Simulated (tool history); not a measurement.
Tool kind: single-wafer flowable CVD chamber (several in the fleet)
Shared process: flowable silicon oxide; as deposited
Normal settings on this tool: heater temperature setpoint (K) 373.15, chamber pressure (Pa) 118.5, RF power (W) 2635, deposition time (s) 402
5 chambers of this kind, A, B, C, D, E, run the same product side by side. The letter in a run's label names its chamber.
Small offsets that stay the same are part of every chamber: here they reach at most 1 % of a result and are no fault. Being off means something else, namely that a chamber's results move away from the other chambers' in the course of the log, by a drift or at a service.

run,hour,heater temperature setpoint (K),chamber pressure (Pa),RF power (W),deposition time (s),hours since the last thermocouple change,hours since the last RF generator calibration,hours since the last manometer calibration,"read-back reference wafer on the same gauge, thickness_nm",mean film thickness on the monitor wafer (Å)
1C,7,373.15,118.5,2635,402,314.8,930.5,89.3,343.97,2920.3
2D,13.3,373.15,118.5,2635,402,719.8,237.9,1428.6,343.99,2930.5
3B,22.5,373.15,118.5,2635,402,284.9,661.4,436.8,343.9,2952.3
4A,29.7,373.15,118.5,2635,402,513,546.1,216.5,343.87,2912.1
5E,36.5,373.15,118.5,2635,402,728.1,1896.2,216.8,343.79,2909.6
6C,47.9,373.15,118.5,2635,402,355.7,971.4,130.2,343.89,2923
7E,53.8,373.15,118.5,2635,367,745.4,1913.5,234.1,343.73,2659
8A,59.2,373.15,118.5,2635,367,542.5,575.6,246,343.77,2652.4
9B,69,373.15,118.5,2635,367,331.4,707.9,483.3,343.67,2693.1
10D,78.8,373.15,118.5,2635,367,785.3,303.4,1494.1,343.57,2679.6
11C,89.3,373.15,118.5,2635,367,397.1,1012.8,171.6,343.59,2664.9
12A,99.1,373.15,118.5,2635,402,582.4,615.5,285.9,343.54,2910
13D,108.6,373.15,118.5,2635,402,815.1,333.2,1523.9,343.44,2925.9
14B,116.8,373.15,118.5,2635,402,379.2,755.7,531.1,343.49,2951.9
15E,122.5,373.15,118.5,2635,402,814.1,1982.2,302.8,343.37,2907.9
16B,133.6,373.15,118.5,2635,402,396,772.5,547.9,343.41,2941.8
17C,144.5,373.15,118.5,2635,402,452.3,1068,226.8,343.3,2917.5
18A,150.5,373.15,118.5,2635,402,633.8,666.9,337.3,343.26,2904.8
19D,161.3,373.15,118.5,2635,402,867.8,385.9,1576.6,343.24,2931.1
20E,170.1,373.15,118.5,2635,402,861.7,2029.8,350.4,343.25,2903.3
21D,176.9,373.15,118.5,2635,402,883.4,401.5,1592.2,343.11,2923.9
# hour 180.4: chamber E: thermocouple changed; heater temperature recalibrated
22C,183.1,373.15,118.5,2635,402,490.9,1106.6,265.4,343.2,2915.5
23B,190.3,373.15,118.5,2635,402,452.7,829.2,604.6,343.14,2944
24A,199.4,373.15,118.5,2635,402,682.7,715.8,386.2,343.06,2901.8
25E,207.8,381.15,118.5,2635,402,27.4,2067.5,388.1,343.1,2210.3
26A,218.4,381.15,118.5,2635,402,701.7,734.8,405.2,342.98,2214.4
27C,229.3,381.15,118.5,2635,402,537.1,1152.8,311.6,342.92,2221.6
28E,236.5,381.15,118.5,2635,402,56.1,2096.2,416.8,342.89,2213.9
29D,242.6,381.15,118.5,2635,402,949.1,467.2,1657.9,342.85,2227.4
30B,253.4,373.15,118.5,2635,402,515.8,892.3,667.7,342.9,2948.2
# hour 262.9: chamber D: capacitance manometer re-zeroed and calibrated
31B,264.7,373.15,118.5,2635,402,527.1,903.6,679,342.83,2940.7
32E,274.5,373.15,118.5,2635,402,94.1,2134.2,454.8,342.78,2895.3
33D,284.4,373.15,118.5,2635,402,990.9,509,21.5,342.61,2928.9
34C,290.2,373.15,118.5,2635,402,598,1213.7,372.5,342.59,2911.7
35A,300.8,373.15,118.5,2635,402,784.1,817.2,487.6,342.54,2899.3
36E,310.1,373.15,118.5,2635,445,129.7,2169.8,490.4,342.52,3199.6

Has any chamber moved away from the others, gradually or after a service, or does the common gauge drift, or do the chambers differ only by their own small steady offsets? State the chamber and the most likely cause if one applies.

The shared gauge is drifting. All chambers look as if they move in step, but none is off.
What lies behind it: gauge reads low (%) = 0.431.
